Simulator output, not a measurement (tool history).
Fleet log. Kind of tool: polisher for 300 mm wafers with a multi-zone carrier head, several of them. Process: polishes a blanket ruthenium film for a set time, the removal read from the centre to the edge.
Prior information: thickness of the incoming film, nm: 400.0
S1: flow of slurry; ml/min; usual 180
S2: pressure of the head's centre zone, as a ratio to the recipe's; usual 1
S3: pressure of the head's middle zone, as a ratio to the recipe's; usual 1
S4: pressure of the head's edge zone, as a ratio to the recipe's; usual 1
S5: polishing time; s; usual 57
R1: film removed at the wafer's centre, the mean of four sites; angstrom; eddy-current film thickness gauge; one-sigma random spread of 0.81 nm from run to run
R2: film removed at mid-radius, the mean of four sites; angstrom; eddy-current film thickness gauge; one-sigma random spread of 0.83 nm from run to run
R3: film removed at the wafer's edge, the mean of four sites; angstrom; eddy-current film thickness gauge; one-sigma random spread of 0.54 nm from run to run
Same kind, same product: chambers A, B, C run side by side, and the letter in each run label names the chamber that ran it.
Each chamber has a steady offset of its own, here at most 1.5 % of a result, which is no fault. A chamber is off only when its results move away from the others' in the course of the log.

run     day   S1    S2    S3    S4  S5      R1      R2      R3
 1A   0.262  180     1     1     1  57  625.47  650.16  645.99
      0.504  -- chamber C: worn pad replaced by a new one
 2C   0.604  180     1     1     1  57  640.99  632.94   636.2
 3B       1  180     1     1     1  57  636.59  639.11  652.32
 4C   1.217  180     1     1     1  57   654.1  646.89  630.61
 5B   1.475  180     1     1     1  57  637.55  644.82   643.5
      1.608  -- chamber A: worn pad replaced by a new one
      1.792  -- chamber B: worn pad replaced by a new one
 6A   1.854  180     1     1     1  57   641.2  653.49  634.98
 7C   2.104  180     1     1     1  57  662.93  621.23  638.06
 8A   2.508  180     1     1     1  57  651.21  666.65  635.44
 9B   2.729  180     1     1     1  57  649.58  651.69  647.59
10C   3.012  180     1     1     1  57  646.36  640.46  642.82
11B   3.229  120     1     1     1  57  576.59  578.19  606.64
      3.438  -- chamber C: worn pad replaced by a new one
12A   3.604  120     1     1     1  57  594.11  607.82  612.28
13C   3.946  120     1     1     1  57  575.99  595.31  603.43
       4.05  -- chamber A: worn pad replaced by a new one
14A   4.292  180     1     1     1  57  662.64  648.32  642.28
15B   4.508  180     1     1     1  57  634.22   648.6  647.55
16C   4.775  180     1     1     1  57  638.29  645.49  643.58
17B   5.129  180     1     1     1  57  629.94  644.04  651.17
      5.146  -- chamber B: worn pad replaced by a new one
18A   5.492  180     1     1     1  57  654.06  651.53   638.8
19C   5.817  180     1     1     1  57  652.93  651.99  636.15
      6.125  -- chamber C: worn pad replaced by a new one
20B    6.15  180     1     1     1  57  618.78  626.73  655.96
      6.354  -- chamber A: slurry nozzle cleaned
21A   6.371  180     1     1     1  57  647.29  660.38  645.14
      6.608  -- chamber A: worn pad replaced by a new one
22B    6.65  180     1     1     1  57  644.12  646.76  644.57
23A   6.875  180     1     1     1  57  645.65  650.31  653.52
24C   7.058  180     1     1     1  57  631.55   636.6  642.88
      7.183  -- chamber B: centre zone pressure recalibrated
25B   7.283  180     1     1  1.11  45  501.53  500.38  540.46
      7.592  -- chamber A: centre zone pressure recalibrated
26C   7.596  180     1     1  1.11  45  519.36  513.58  528.15
27A   7.804  180     1     1  1.11  45  463.25   499.3  537.58
28C   8.129  180     1     1     1  57  654.63  635.48  639.07
      8.404  -- chamber B: worn pad replaced by a new one
29B     8.5  135  0.96     1     1  57  568.08  602.61  619.05
30A   8.858  135  0.96     1     1  57  531.18  612.39  629.03
      9.038  -- chamber A: worn pad replaced by a new one
31C   9.096  135  0.96     1     1  57  575.03  607.91  605.97
      9.267  -- chamber C: worn pad replaced by a new one
32B   9.392  180     1     1     1  57  636.28  646.81  637.96
33A   9.771  180     1  1.12     1  57   593.8  716.44  638.47
34C  10.092  180     1  1.12     1  57  647.07  703.53  641.41
35A  10.425  180     1  1.12     1  57  586.28  709.88  639.54
36B  10.817  180     1     1  1.04  44  483.34  491.01  508.76
37A  11.117  180     1     1  1.04  44  449.57  495.49  502.88
     11.162  -- chamber A: worn pad replaced by a new one
38B  11.329  180     1     1  1.04  44  490.97  488.07  513.17
       11.6  -- chamber B: worn pad replaced by a new one
39C  11.671  180     1     1     1  57  641.19  642.27  638.11
40A  11.988  180     1     1     1  38  385.99  428.84  424.45
41B    12.3  180     1     1     1  38  421.43  432.71  433.77

The same settings go to every chamber for the next run, one line per chamber below. Forecast the results for each:
42A  12.6  125   1   1   1  57   ?   ?   ?
42B  12.6  125   1   1   1  57   ?   ?   ?
42C  12.6  125   1   1   1  57   ?   ?   ?

run      R1      R2      R3
42A  553.65  603.88  614.13
42B  582.05  589.01  606.25
42C  597.84  604.07  604.91
